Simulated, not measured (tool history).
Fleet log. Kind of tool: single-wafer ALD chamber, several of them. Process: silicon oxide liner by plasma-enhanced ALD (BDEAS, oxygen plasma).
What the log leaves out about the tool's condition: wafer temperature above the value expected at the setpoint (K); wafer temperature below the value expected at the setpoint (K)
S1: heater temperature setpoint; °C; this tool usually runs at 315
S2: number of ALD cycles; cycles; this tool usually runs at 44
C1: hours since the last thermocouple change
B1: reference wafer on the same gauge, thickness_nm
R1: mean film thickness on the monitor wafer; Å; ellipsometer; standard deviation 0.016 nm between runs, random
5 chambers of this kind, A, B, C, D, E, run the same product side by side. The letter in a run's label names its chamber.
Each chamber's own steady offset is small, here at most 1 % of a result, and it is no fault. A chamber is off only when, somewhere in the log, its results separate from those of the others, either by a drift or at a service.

{"run": "1B", "hour": 8.9, "S1": 315, "S2": 44, "C1": 535.1, "B1": 4.1924, "R1": 40.265}
{"run": "2C", "hour": 17.9, "S1": 315, "S2": 44, "C1": 1382.1, "B1": 4.1879, "R1": 39.985}
{"run": "3D", "hour": 24.5, "S1": 315, "S2": 44, "C1": 378.1, "B1": 4.1901, "R1": 40.413}
{"run": "4E", "hour": 30.7, "S1": 315, "S2": 44, "C1": 732.2, "B1": 4.1907, "R1": 40.298}
{"run": "5A", "hour": 41.2, "S1": 315, "S2": 44, "C1": 805.1, "B1": 4.191, "R1": 39.86}
{"run": "6B", "hour": 47.5, "S1": 315, "S2": 44, "C1": 573.7, "B1": 4.1904, "R1": 39.867}
{"run": "7C", "hour": 58.7, "S1": 315, "S2": 44, "C1": 1422.9, "B1": 4.1878, "R1": 40.376}
{"run": "8A", "hour": 64.9, "S1": 315, "S2": 44, "C1": 828.8, "B1": 4.1879, "R1": 40.257}
{"run": "9E", "hour": 77.0, "S1": 315, "S2": 44, "C1": 778.5, "B1": 4.1912, "R1": 40.377}
{"run": "10D", "hour": 82.5, "S1": 315, "S2": 44, "C1": 436.1, "B1": 4.1888, "R1": 40.488}
{"run": "11C", "hour": 91.1, "S1": 315, "S2": 44, "C1": 1455.3, "B1": 4.1864, "R1": 40.136}
{"run": "12B", "hour": 99.0, "S1": 315, "S2": 41, "C1": 625.2, "B1": 4.186, "R1": 37.345}
{"run": "13E", "hour": 108.7, "S1": 315, "S2": 41, "C1": 810.2, "B1": 4.1889, "R1": 37.427}
{"run": "14A", "hour": 118.5, "S1": 315, "S2": 41, "C1": 882.4, "B1": 4.1932, "R1": 37.423}
{"run": "15D", "hour": 124.6, "S1": 315, "S2": 41, "C1": 478.2, "B1": 4.1909, "R1": 37.033}
{"run": "16E", "hour": 133.1, "S1": 315, "S2": 41, "C1": 834.6, "B1": 4.1899, "R1": 37.426}
{"run": "17D", "hour": 144.9, "S1": 301, "S2": 44, "C1": 498.5, "B1": 4.1906, "R1": 40.881}
{"run": "18A", "hour": 151.7, "S1": 301, "S2": 44, "C1": 915.6, "B1": 4.1918, "R1": 40.948}
{"run": "19B", "hour": 159.6, "S1": 301, "S2": 44, "C1": 685.8, "B1": 4.1874, "R1": 40.957}
{"run": "20C", "hour": 170.4, "S1": 301, "S2": 44, "C1": 1534.6, "B1": 4.1869, "R1": 40.674}
{"run": "21A", "hour": 179.4, "S1": 301, "S2": 44, "C1": 943.3, "B1": 4.1929, "R1": 41.08}
{"run": "22B", "hour": 192.0, "S1": 315, "S2": 44, "C1": 718.2, "B1": 4.1916, "R1": 40.139}
{"run": "23E", "hour": 202.5, "S1": 315, "S2": 44, "C1": 904.0, "B1": 4.1862, "R1": 40.312}
{"run": "24D", "hour": 207.9, "S1": 315, "S2": 44, "C1": 561.5, "B1": 4.1926, "R1": 40.122}
{"run": "25C", "hour": 216.2, "S1": 320, "S2": 37, "C1": 1580.4, "B1": 4.1875, "R1": 33.501}
{"run": "26E", "hour": 226.3, "S1": 320, "S2": 37, "C1": 927.8, "B1": 4.1874, "R1": 33.971}
{"run": "27A", "hour": 235.7, "S1": 320, "S2": 37, "C1": 999.6, "B1": 4.1915, "R1": 33.397}
{"run": "28D", "hour": 246.4, "S1": 320, "S2": 37, "C1": 600.0, "B1": 4.1895, "R1": 33.407}
{"run": "29C", "hour": 254.6, "S1": 320, "S2": 37, "C1": 1618.8, "B1": 4.1913, "R1": 33.809}
{"run": "30B", "hour": 262.5, "S1": 315, "S2": 44, "C1": 788.7, "B1": 4.1915, "R1": 40.199}
{"hour": 263.6, "done": "chamber E: thermocouple changed; heater temperature recalibrated"}
{"run": "31A", "hour": 272.3, "S1": 310, "S2": 44, "C1": 1036.2, "B1": 4.1929, "R1": 40.63}
{"run": "32C", "hour": 283.5, "S1": 310, "S2": 44, "C1": 1647.7, "B1": 4.1893, "R1": 40.563}
{"run": "33E", "hour": 289.7, "S1": 310, "S2": 44, "C1": 26.1, "B1": 4.194, "R1": 40.692}
{"run": "34D", "hour": 296.4, "S1": 310, "S2": 44, "C1": 650.0, "B1": 4.1876, "R1": 40.281}
{"run": "35B", "hour": 308.1, "S1": 310, "S2": 44, "C1": 834.3, "B1": 4.1909, "R1": 40.664}
{"run": "36D", "hour": 317.9, "S1": 315, "S2": 44, "C1": 671.5, "B1": 4.1951, "R1": 39.922}
{"run": "37B", "hour": 326.2, "S1": 315, "S2": 44, "C1": 852.4, "B1": 4.1894, "R1": 40.389}

Has any chamber moved away from the others, gradually or after a service, or does the common gauge drift, or do the chambers differ only by their own small steady offsets? State the chamber and the most likely cause if one applies.

The fleet is healthy, with each chamber sitting at its usual small offset and no drift in the gauge.
